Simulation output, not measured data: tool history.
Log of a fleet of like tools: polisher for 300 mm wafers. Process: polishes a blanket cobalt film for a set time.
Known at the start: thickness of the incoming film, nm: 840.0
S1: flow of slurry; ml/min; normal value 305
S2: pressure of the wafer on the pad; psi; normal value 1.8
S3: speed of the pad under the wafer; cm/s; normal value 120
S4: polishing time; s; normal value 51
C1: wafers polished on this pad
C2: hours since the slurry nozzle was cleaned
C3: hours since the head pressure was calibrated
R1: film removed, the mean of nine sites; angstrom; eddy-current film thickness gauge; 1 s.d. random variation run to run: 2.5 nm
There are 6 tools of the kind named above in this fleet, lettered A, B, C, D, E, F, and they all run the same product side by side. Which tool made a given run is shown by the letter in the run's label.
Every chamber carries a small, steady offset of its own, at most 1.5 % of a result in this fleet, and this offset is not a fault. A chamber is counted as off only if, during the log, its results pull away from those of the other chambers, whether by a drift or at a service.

run   hour   S1   S2   S3  S4    C1     C2      C3      R1
       2.9  -- chamber C: worn pad replaced by a new one
       5.6  -- chamber A: worn pad replaced by a new one
 1A    7.1  305  1.8  120  51    17  152.2   659.2  2720.6
 2E   11.8  305  1.8  120  51   316  644.8   962.5  2732.9
 3B   19.8  305  1.8  120  51   556  282.2   596.1  2781.6
 4F   26.9  305  1.8  120  51   637  321.5   260.0  2736.6
 5D   32.1  305  1.8  120  51   408  148.7   331.1  2745.1
 6C   36.9  305  1.8  120  58   377  174.5   251.1  3108.5
      38.9  -- chamber B: worn pad replaced by a new one
 7A   43.3  305  1.8  120  58   418  188.4   695.4  3063.7
 8C   50.2  305  1.8  120  58   525  187.8   264.4  3107.1
 9B   54.9  305  1.8  120  58   178  317.3   631.2  3065.1
      55.5  -- chamber A: worn pad replaced by a new one
10E   61.0  305  1.8  120  58   861  694.0  1011.7  3182.6
      64.6  -- chamber D: worn pad replaced by a new one
      64.9  -- chamber C: worn pad replaced by a new one
11D   67.4  305  1.8  120  58    31  184.0   366.4  3152.6
      70.8  -- chamber E: slurry nozzle cleaned
12F   71.6  305  1.8  120  51  1133  366.2   304.7  2784.4
      73.2  -- chamber E: worn pad replaced by a new one
13F   79.9  305  1.8  120  51  1225  374.5   313.0  2757.8
14D   87.6  305  1.8  120  51   255  204.2   386.6  2792.5
15E   94.7  305  1.8  120  51   238   23.9  1045.4  2808.2
      94.8  -- chamber F: slurry nozzle cleaned
16B  103.3  305  1.8  106  35   715  365.7   679.6  1667.9
     104.8  -- chamber B: worn pad replaced by a new one
     108.4  -- chamber F: worn pad replaced by a new one
     108.8  -- chamber A: worn pad replaced by a new one
17A  108.8  305  1.8  106  35     0  253.9   760.9  1622.2
18C  115.6  305  1.8  106  35   562  253.2   329.8  1644.3
19B  122.6  305  1.8  106  35   197  385.0   698.9  1646.3
20D  127.7  305  1.8  106  35   700  244.3   426.7  1685.8
     132.1  -- chamber C: worn pad replaced by a new one
     133.4  -- chamber F: head pressure recalibrated
21F  133.6  305  1.8  106  35   279   38.8     0.3  1639.3
     134.2  -- chamber A: slurry nozzle cleaned
     136.1  -- chamber D: slurry nozzle cleaned
     136.3  -- chamber D: worn pad replaced by a new one
22A  138.0  305  1.8  120  51   324    3.9   790.1  2706.9
23C  144.8  305  1.8  120  51   141  282.4   359.0  2700.8
     152.5  -- chamber A: worn pad replaced by a new one
24E  152.5  305  1.8  120  51   879   81.7  1103.2  2910.9
     156.3  -- chamber E: worn pad replaced by a new one
25F  161.1  305  1.8  120  51   585   66.3    27.8  2712.7
26E  168.6  305  1.8  120  51   137   97.8  1119.3  2915.6
     171.8  -- chamber B: worn pad replaced by a new one
27C  172.5  305  1.8  120  51   448  310.1   386.7  2721.0
28A  176.9  305  1.8  120  51   271   42.8   829.0  2707.6
29D  184.1  305  1.8  120  51   530   48.0   483.1  2805.3
30B  191.5  380  1.8  120  51   219  453.9   767.8  2807.7
31F  197.8  380  1.8  120  51   992  103.0    64.5  2831.0
     202.5  -- chamber A: worn pad replaced by a new one
32E  204.2  380  1.8  120  51   532  133.4  1154.9  3042.8
     206.2  -- chamber C: worn pad replaced by a new one
33B  208.1  380  1.8  120  51   403  470.5   784.4  2768.8
     210.0  -- chamber D: worn pad replaced by a new one
34C  214.5  380  1.8  120  51    92  352.1   428.7  2796.9
     216.1  -- chamber F: worn pad replaced by a new one
35A  219.8  380  1.8  120  51   192   85.7   871.9  2742.0
36D  227.1  305  1.8  120  51   190   91.0   526.1  2793.0
37E  232.7  305  1.8  120  51   848  161.9  1183.4  3007.0
38F  240.0  305  1.8  120  51   265  145.2   106.7  2750.1
39D  247.2  305  1.8  120  51   413  111.1   546.2  2759.6

For the next run the whole fleet of 6 chambers uses the same settings. Give each chamber's results:
40A  253.5  305  1.8  120  51               ?
40B  253.5  305  1.8  120  51               ?
40C  253.5  305  1.8  120  51               ?
40D  253.5  305  1.8  120  51               ?
40E  253.5  305  1.8  120  51               ?
40F  253.5  305  1.8  120  51               ?

run      R1
40A  2700.6
40B  2723.1
40C  2698.5
40D  2777.6
40E  3122.0
40F  2766.5

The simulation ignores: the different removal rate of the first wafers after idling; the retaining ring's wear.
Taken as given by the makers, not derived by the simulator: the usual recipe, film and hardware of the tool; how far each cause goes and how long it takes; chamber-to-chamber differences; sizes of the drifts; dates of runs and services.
